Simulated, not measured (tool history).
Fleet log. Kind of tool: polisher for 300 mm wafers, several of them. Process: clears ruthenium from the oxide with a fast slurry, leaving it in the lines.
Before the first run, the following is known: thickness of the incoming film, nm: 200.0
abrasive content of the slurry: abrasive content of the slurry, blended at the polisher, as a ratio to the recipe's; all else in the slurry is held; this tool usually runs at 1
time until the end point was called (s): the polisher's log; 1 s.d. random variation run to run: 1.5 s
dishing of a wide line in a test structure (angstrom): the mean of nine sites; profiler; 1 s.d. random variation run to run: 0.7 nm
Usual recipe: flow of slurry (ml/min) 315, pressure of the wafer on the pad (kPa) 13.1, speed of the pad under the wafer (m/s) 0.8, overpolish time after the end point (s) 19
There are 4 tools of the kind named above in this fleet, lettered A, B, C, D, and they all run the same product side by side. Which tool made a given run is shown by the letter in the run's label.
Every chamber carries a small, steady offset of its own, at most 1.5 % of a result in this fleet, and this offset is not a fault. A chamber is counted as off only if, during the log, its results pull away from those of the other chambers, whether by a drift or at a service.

| run | hour | flow of slurry (ml/min) | pressure of the wafer on the pad (kPa) | speed of the pad under the wafer (m/s) | abrasive content of the slurry | overpolish time after the end point (s) | time until the end point was called (s) | dishing of a wide line in a test structure (angstrom) |
|---|---|---|---|---|---|---|---|---|
| 1A | 2.5 | 315 | 13.1 | 0.8 | 1 | 19 | 107.05 | 269.88 |
| 2D | 6.7 | 315 | 13.1 | 0.8 | 1 | 19 | 108.57 | 264.62 |
|  | 9.2 | chamber B: worn pad replaced by a new one |
| 3C | 9.6 | 315 | 13.1 | 0.8 | 1 | 19 | 105.7 | 288.33 |
| 4B | 12.6 | 315 | 13.1 | 0.8 | 1 | 19 | 107.2 | 286.08 |
| 5C | 15.4 | 315 | 13.1 | 0.8 | 1 | 19 | 107.99 | 277.57 |
|  | 16.8 | chamber D: worn pad replaced by a new one |
| 6A | 17.5 | 315 | 13.1 | 0.68 | 1 | 19 | 126.02 | 245.73 |
| 7B | 19.6 | 315 | 13.1 | 0.68 | 1 | 19 | 127.62 | 241.49 |
| 8D | 22.7 | 315 | 13.1 | 0.68 | 1 | 19 | 126.61 | 238.07 |
| 9A | 25.5 | 315 | 13.1 | 0.68 | 1 | 19 | 124.11 | 240.96 |
| 10D | 28.9 | 315 | 13.1 | 0.8 | 1 | 19 | 110.03 | 282.53 |
| 11B | 32 | 315 | 13.1 | 0.8 | 1 | 19 | 105.04 | 286.73 |
| 12C | 35.9 | 315 | 13.1 | 0.8 | 0.7 | 19 | 133.59 | 233.06 |
| 13A | 39.1 | 315 | 13.1 | 0.8 | 0.7 | 19 | 130.3 | 241.44 |
|  | 40.3 | chamber C: worn pad replaced by a new one |
| 14C | 42.2 | 315 | 13.1 | 0.8 | 0.7 | 19 | 136.36 | 220.78 |
|  | 42.5 | chamber C: slurry nozzle cleaned |
|  | 42.7 | chamber A: worn pad replaced by a new one |
| 15B | 44.7 | 315 | 13.1 | 0.8 | 0.7 | 19 | 128.01 | 253.06 |
| 16D | 47.1 | 315 | 13.1 | 0.8 | 1 | 19 | 107.74 | 286.88 |
| 17D | 50.9 | 315 | 13.1 | 0.8 | 1 | 19 | 108.11 | 272.92 |
| 18C | 52.8 | 315 | 13.1 | 0.8 | 1 | 19 | 115.84 | 262.06 |
| 19B | 56.7 | 315 | 13.1 | 0.8 | 1 | 19 | 107.57 | 279.27 |
| 20A | 59.3 | 315 | 13.1 | 0.8 | 1 | 19 | 110.31 | 287.84 |
| 21D | 63.4 | 315 | 13.1 | 0.8 | 1 | 19 | 108.62 | 279.68 |
| 22C | 67.1 | 315 | 13.1 | 0.8 | 1 | 19 | 114.84 | 264.5 |
| 23A | 70.5 | 315 | 13.1 | 0.8 | 1 | 19 | 109.86 | 276.11 |
| 24B | 72.4 | 315 | 13.1 | 0.8 | 1 | 19 | 107.6 | 279.2 |
| 25D | 75.2 | 315 | 13.1 | 0.8 | 1 | 19 | 110.49 | 266.76 |
| 26C | 79 | 315 | 13.1 | 0.8 | 1 | 19 | 118.37 | 257.26 |
| 27A | 83.3 | 315 | 13.1 | 0.8 | 1 | 19 | 107.45 | 280.55 |
| 28B | 85.3 | 315 | 13.1 | 0.8 | 1 | 19 | 107.17 | 281.67 |
| 29B | 87.6 | 315 | 13.1 | 0.8 | 1 | 19 | 103.44 | 288.08 |

Next, every chamber runs the same settings. What will each give?
| 30A | 90.8 | 315 | 13.1 | 0.8 | 1 | 19 | ? | ? |
| 30B | 90.8 | 315 | 13.1 | 0.8 | 1 | 19 | ? | ? |
| 30C | 90.8 | 315 | 13.1 | 0.8 | 1 | 19 | ? | ? |
| 30D | 90.8 | 315 | 13.1 | 0.8 | 1 | 19 | ? | ? |

| run | time until the end point was called (s) | dishing of a wide line in a test structure (angstrom) |
|---|---|---|
| 30A | 110.99 | 274.62 |
| 30B | 104.84 | 294.11 |
| 30C | 119.14 | 259.91 |
| 30D | 108.29 | 280.88 |

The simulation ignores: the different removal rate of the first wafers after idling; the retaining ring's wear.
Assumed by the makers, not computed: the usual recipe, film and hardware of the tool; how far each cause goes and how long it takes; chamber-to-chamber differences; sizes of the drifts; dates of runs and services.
